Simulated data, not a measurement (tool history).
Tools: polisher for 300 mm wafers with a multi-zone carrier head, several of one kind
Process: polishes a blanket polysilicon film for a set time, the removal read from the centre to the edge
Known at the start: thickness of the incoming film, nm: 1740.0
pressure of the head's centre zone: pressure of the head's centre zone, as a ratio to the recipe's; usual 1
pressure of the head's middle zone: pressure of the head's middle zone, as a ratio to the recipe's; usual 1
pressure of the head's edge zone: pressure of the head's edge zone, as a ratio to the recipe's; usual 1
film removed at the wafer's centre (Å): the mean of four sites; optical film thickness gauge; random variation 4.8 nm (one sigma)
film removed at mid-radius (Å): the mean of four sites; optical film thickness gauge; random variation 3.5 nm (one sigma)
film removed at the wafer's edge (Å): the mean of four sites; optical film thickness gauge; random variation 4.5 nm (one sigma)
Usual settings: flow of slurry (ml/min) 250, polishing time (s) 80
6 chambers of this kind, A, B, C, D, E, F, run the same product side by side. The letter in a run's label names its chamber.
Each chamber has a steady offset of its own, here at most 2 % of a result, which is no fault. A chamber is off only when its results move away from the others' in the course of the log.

run	day	flow of slurry (ml/min)	pressure of the head's centre zone	pressure of the head's middle zone	pressure of the head's edge zone	polishing time (s)	film removed at the wafer's centre (Å)	film removed at mid-radius (Å)	film removed at the wafer's edge (Å)
# day 0.167: chamber E: edge zone pressure recalibrated
1E	0.196	250	1	1	1	80	5525.2	5523.1	5584.6
2A	0.354	250	1	1	1	80	5707.2	5543.2	5560.6
3F	0.517	250	1	1	1	80	5652.8	5625	5609.4
4C	0.742	250	1	1	1	80	5462.2	5614.9	5594.7
# day 0.792: chamber E: slurry nozzle cleaned
5B	0.933	250	1	1	1	80	5654.5	5541	5635.9
6D	1.067	250	1	1	1	80	5623.3	5558.4	5500
7E	1.262	250	1	1	1	80	5541.9	5552	5583.3
8A	1.467	250	1	1	1	80	5640.4	5648.2	5450.3
9F	1.646	250	1	1	1	80	5625.1	5529.4	5512.2
10B	1.838	250	1	1	1	80	5646.3	5537.1	5646.2
11D	2.054	250	1	1	1	80	5602.1	5634.8	5632.7
12C	2.221	250	1	1	1.04	71	4947	4994.4	5096.4
# day 2.308: chamber F: worn pad replaced by a new one
13A	2.333	250	1	1	1.04	71	4975.7	4894.7	5031.9
14E	2.575	250	1	1	1.04	71	5040.9	4900.3	5035.5
# day 2.721: chamber D: worn pad replaced by a new one
15D	2.75	250	1	1	1.04	71	4870.1	4961.4	4999.8
16C	2.979	250	1	1	1.04	71	4887.1	4932	5100.5
17F	3.117	250	1	1	1.04	71	4954.2	4953.1	5009.8
18B	3.221	250	1	1	1	80	5628.2	5438.7	5595.1
19E	3.412	250	1	1	1	80	5615.8	5510	5535.7
20B	3.608	250	1	1	1	80	5651.1	5492.5	5547.4
21C	3.754	250	1	1	1	80	5613.5	5599	5656
# day 3.758: chamber B: worn pad replaced by a new one
22F	3.871	250	1	1	1	80	5616.4	5561.3	5501.2
23D	3.992	250	1	1	1	91	6354.9	6360.3	6286.2
24A	4.229	250	1	1	1	91	6304.4	6136.8	6154.2
# day 4.375: chamber C: edge zone pressure recalibrated
25A	4.379	250	1	1	1	91	6311.2	6162.7	6169.3
# day 4.492: chamber E: worn pad replaced by a new one
26E	4.608	250	1	1	1	91	6463.4	6235.8	6380.2
27F	4.783	250	1	1	1	91	6459.4	6319.4	6358.3
28C	5.021	250	1	1	1	91	6310.6	6340.5	6473.5
# day 5.142: chamber C: worn pad replaced by a new one
# day 5.188: chamber C: centre zone pressure recalibrated
29D	5.246	250	1	1	1	80	5690	5598.3	5527.6
30B	5.392	250	1	1	1	71	4947.6	4938.5	4976.8
31F	5.529	250	1	1	1	71	4995.8	4921.7	4992.8
32A	5.679	250	1	1	1	71	4767.5	4765.7	4637.4
33B	5.892	250	1	1	1	71	4965.1	4930.9	4964
34C	6	250	1	1	1	71	4942.9	4944.8	4983.3
35D	6.162	250	1	1	1	71	4958	5013	4886
36E	6.288	250	1	1	1	80	5488.6	5509.2	5637.9
37E	6.483	250	1	1	1	80	5652.1	5569.2	5656.7
38B	6.725	250	0.9	1	1	80	5044.9	5462.7	5608.7
39D	6.892	250	0.9	1	1	80	4949.6	5601.6	5511
40A	7.071	250	0.9	1	1	80	4757.9	5296.9	5297.2
41C	7.3	250	0.9	1	1	80	4971.4	5546.9	5687.6

What goes on in this fleet: one chamber off, a drifting gauge, or nothing beyond the chambers' own small offsets? Name the chamber and the cause, if any.

Chamber A drifts away from the others.
Cause: removal rate lost through wear of the pad, % = 6.08.
The log may not tell that from: slurry flow missing at the pad, %.

Here are 4 candidates for chamber A's next run, each the usual settings with a change, their results left as question marks. Which one brings its results back in line with what the others give on the usual settings?
In line means no further than this from the other chambers' mean on the usual settings: film removed at the wafer's centre (Å) 170; film removed at mid-radius (Å) 120; film removed at the wafer's edge (Å) 160
42A-1	7.475	250	1	1	1	81	?	?	?
42A-2	7.475	250	1	1	1	79	?	?	?
42A-3	7.475	250	0.99	0.99	1.01	85	?	?	?
42A-4	7.475	250	1.01	1.01	0.99	75	?	?	?

The other chambers' mean on the usual settings: film removed at the wafer's centre (Å) 5582.7; film removed at mid-radius (Å) 5549.5; film removed at the wafer's edge (Å) 5571.4
run	film removed at the wafer's centre (Å)	film removed at mid-radius (Å)	film removed at the wafer's edge (Å)
42A-1	5421.1	5305.7	5229.8
42A-2	5287.3	5174.7	5100.6
42A-3	5626.1	5516.9	5517.8
42A-4	5074.9	4957.5	4816.1
42A-3 brings the chamber back in line.
